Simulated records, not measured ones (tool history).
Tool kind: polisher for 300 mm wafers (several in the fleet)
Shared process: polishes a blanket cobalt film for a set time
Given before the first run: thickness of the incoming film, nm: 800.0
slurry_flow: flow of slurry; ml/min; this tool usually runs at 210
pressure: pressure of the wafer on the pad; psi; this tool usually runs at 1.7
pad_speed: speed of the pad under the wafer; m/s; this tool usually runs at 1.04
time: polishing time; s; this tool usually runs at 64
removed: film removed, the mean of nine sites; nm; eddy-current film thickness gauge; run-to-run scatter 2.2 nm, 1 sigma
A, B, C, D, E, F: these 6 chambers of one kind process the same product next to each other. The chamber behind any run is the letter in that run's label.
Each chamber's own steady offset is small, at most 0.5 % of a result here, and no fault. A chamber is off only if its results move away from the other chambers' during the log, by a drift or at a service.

run   hour  slurry_flow  pressure  pad_speed  time  removed
       5.5  -- chamber D: worn pad replaced by a new one
 1C    6.3          210       1.7       1.04    64   242.10
       6.8  -- chamber F: worn pad replaced by a new one
      12.1  -- chamber E: worn pad replaced by a new one
 2A   14.9          210       1.7       1.04    64   241.04
      17.3  -- chamber B: worn pad replaced by a new one
 3F   20.6          210       1.7       1.04    64   237.94
      27.7  -- chamber A: worn pad replaced by a new one
 4B   27.7          210       1.7       1.04    64   241.57
 5E   35.1          210       1.7       1.04    64   243.34
      39.6  -- chamber D: head pressure recalibrated
 6D   40.3          210       1.7       1.04    64   242.25
 7A   46.5          210       1.7       1.04    64   242.51
 8E   51.9          180       1.7       1.04    44   161.52
 9C   56.7          180       1.7       1.04    44   162.76
      63.7  -- chamber C: worn pad replaced by a new one
      64.1  -- chamber D: worn pad replaced by a new one
10D   66.2          180       1.7       1.04    44   162.01
      73.7  -- chamber B: slurry nozzle cleaned
11B   75.7          180       1.7       1.04    44   162.12
12F   82.2          180       1.7       1.04    44   159.54
13C   90.9          180       1.7       1.04    44   159.53
      95.6  -- chamber B: worn pad replaced by a new one
14B   99.1          210       1.7       1.04    64   240.58
     100.3  -- chamber F: worn pad replaced by a new one
15E  105.3          210       1.7       1.04    64   240.33
     108.6  -- chamber D: worn pad replaced by a new one
     109.7  -- chamber E: slurry nozzle cleaned
16A  113.8          210       1.7       1.04    64   243.62
     118.7  -- chamber A: worn pad replaced by a new one
17D  120.9          210       1.1       1.04    64   156.58
18F  126.9          210       1.1       1.04    64   156.47
19C  132.6          210       1.1       1.04    64   152.40
     138.5  -- chamber E: worn pad replaced by a new one
20B  141.7          210       1.1       1.04    64   152.72
21D  149.8          210       1.1       1.04    64   160.32
     153.5  -- chamber D: worn pad replaced by a new one
22E  156.1          210       1.1       1.04    64   158.12
23F  162.6          210       1.7       1.04    64   242.24
     165.4  -- chamber C: worn pad replaced by a new one
24A  173.0          210       1.7       1.04    64   246.01
     181.3  -- chamber F: worn pad replaced by a new one
     182.3  -- chamber B: worn pad replaced by a new one
25F  183.1          210       1.7       1.04    64   244.86
26B  189.0          210       1.7       1.04    64   241.50
27A  194.7          175       1.7       1.04    64   238.16
     198.4  -- chamber A: worn pad replaced by a new one
28D  200.6          175       1.7       1.04    64   237.15
29E  207.6          175       1.7       1.04    64   234.58
     211.2  -- chamber D: worn pad replaced by a new one
30C  215.6          175       1.7       1.04    64   223.04
31D  226.1          175       1.7       1.04    64   235.76
32F  232.0          175       1.7       1.04    64   232.38
33A  238.2          210       1.7       1.04    64   237.48
34E  243.4          210       1.7       1.04    64   239.86
35B  251.6          210       1.7       1.04    64   239.30
36C  257.9          175       2.0       1.04    64   262.50

Is one chamber off against the others, does the gauge drift, or is nothing wrong? If a chamber is off, say which, and what the likeliest cause is.

Chamber C drifts away from the others.
Likeliest cause: slurry flow missing at the pad, % = 31.3.
The log might look much the same if the cause were instead: head's pressure below its setpoint, %.

Here are 4 candidates for chamber C's next run, each the usual settings with a change, their results left as question marks. Which one brings its results back in line with what the others give on the usual settings?
In line means no further than this from the other chambers' mean on the usual settings: removed 7.50 nm
37C-1  265.5          205       1.7       0.94    64        ?
37C-2  265.5          170       1.7       1.04    64        ?
37C-3  265.5          210       1.7       1.10    67        ?
37C-4  265.5          210       1.8       1.04    64        ?

Average result of the remaining chambers running the usual settings: removed 240.54 nm
  run  removed
37C-1   207.22
37C-2   220.58
37C-3   254.46
37C-4   243.70
With 37C-4, the chamber falls back in line with the rest.
